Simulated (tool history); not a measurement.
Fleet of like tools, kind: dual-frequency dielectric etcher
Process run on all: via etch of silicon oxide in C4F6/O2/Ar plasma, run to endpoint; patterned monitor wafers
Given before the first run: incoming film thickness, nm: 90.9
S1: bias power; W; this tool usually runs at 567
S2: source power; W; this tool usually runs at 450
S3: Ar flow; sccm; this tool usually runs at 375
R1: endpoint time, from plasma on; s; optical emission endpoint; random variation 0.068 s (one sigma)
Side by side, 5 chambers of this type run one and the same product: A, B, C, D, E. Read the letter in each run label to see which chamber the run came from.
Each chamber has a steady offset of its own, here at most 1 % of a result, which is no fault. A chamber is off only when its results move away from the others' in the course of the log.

| run | hour | S1 | S2 | S3 | R1 |
|---|---|---|---|---|---|
| 1D | 10.3 | 567 | 450 | 375 | 18.521 |
| 2B | 18.6 | 567 | 450 | 375 | 18.956 |
| 3C | 32 | 567 | 450 | 375 | 18.673 |
| 4E | 39.4 | 567 | 450 | 375 | 18.587 |
| 5A | 49.1 | 567 | 450 | 375 | 18.506 |
| 6D | 58.2 | 567 | 450 | 375 | 18.587 |
|  | 65.4 | chamber E: Ar flow controller replaced |
|  | 66 | chamber A: Ar flow controller replaced |
| 7E | 73 | 567 | 450 | 375 | 18.761 |
| 8A | 85.5 | 567 | 450 | 375 | 18.562 |
| 9B | 97.8 | 567 | 450 | 375 | 18.793 |
| 10C | 109.7 | 567 | 450 | 375 | 18.664 |
| 11C | 123.3 | 567 | 450 | 375 | 18.735 |
| 12A | 135.7 | 567 | 450 | 375 | 18.559 |
| 13B | 147.8 | 567 | 450 | 375 | 18.793 |
| 14D | 162.4 | 567 | 450 | 375 | 18.68 |
|  | 169.5 | chamber D: wet clean of the chamber |
| 15E | 170.9 | 567 | 450 | 375 | 18.892 |
| 16B | 179.2 | 567 | 450 | 375 | 18.883 |
| 17C | 187.1 | 567 | 450 | 375 | 18.697 |
| 18A | 198.8 | 567 | 450 | 375 | 18.577 |
| 19E | 213.7 | 567 | 450 | 375 | 18.659 |
| 20D | 220.7 | 567 | 450 | 375 | 18.61 |
| 21B | 229 | 567 | 450 | 375 | 19.005 |
| 22A | 237.3 | 567 | 500 | 408 | 17.95 |
| 23D | 251.7 | 567 | 500 | 408 | 18.052 |
|  | 261 | chamber C: wet clean of the chamber |
| 24E | 266.2 | 567 | 500 | 408 | 18.138 |
| 25C | 279.8 | 567 | 500 | 408 | 18.275 |
| 26E | 289.2 | 567 | 500 | 408 | 18.269 |
| 27C | 303.8 | 567 | 450 | 375 | 18.706 |
| 28B | 315.9 | 567 | 450 | 375 | 19.419 |
| 29A | 324.2 | 567 | 450 | 375 | 18.64 |
| 30D | 332.6 | 663 | 420 | 375 | 17.907 |
|  | 342.2 | chamber A: wet clean of the chamber |
| 31A | 345.1 | 663 | 420 | 375 | 17.88 |
| 32E | 352.9 | 663 | 420 | 375 | 18.082 |
| 33C | 367.7 | 663 | 420 | 375 | 18.205 |
| 34D | 381.3 | 663 | 420 | 375 | 17.991 |
| 35B | 394.9 | 567 | 450 | 375 | 19.775 |
| 36D | 406.5 | 567 | 450 | 439 | 18.884 |
| 37A | 418.2 | 567 | 450 | 439 | 18.995 |
| 38C | 425 | 567 | 450 | 439 | 19.108 |
| 39B | 435.8 | 567 | 450 | 439 | 20.065 |
| 40E | 443.1 | 567 | 450 | 439 | 19.029 |

Each of the 5 chambers runs these same settings next. Fill in every chamber's results:
| 41A | 454.3 | 567 | 450 | 330 | ? |
| 41B | 454.3 | 567 | 450 | 330 | ? |
| 41C | 454.3 | 567 | 450 | 330 | ? |
| 41D | 454.3 | 567 | 450 | 330 | ? |
| 41E | 454.3 | 567 | 450 | 330 | ? |

| run | R1 |
|---|---|
| 41A | 18.399 |
| 41B | 19.536 |
| 41C | 18.468 |
| 41D | 18.292 |
| 41E | 18.475 |
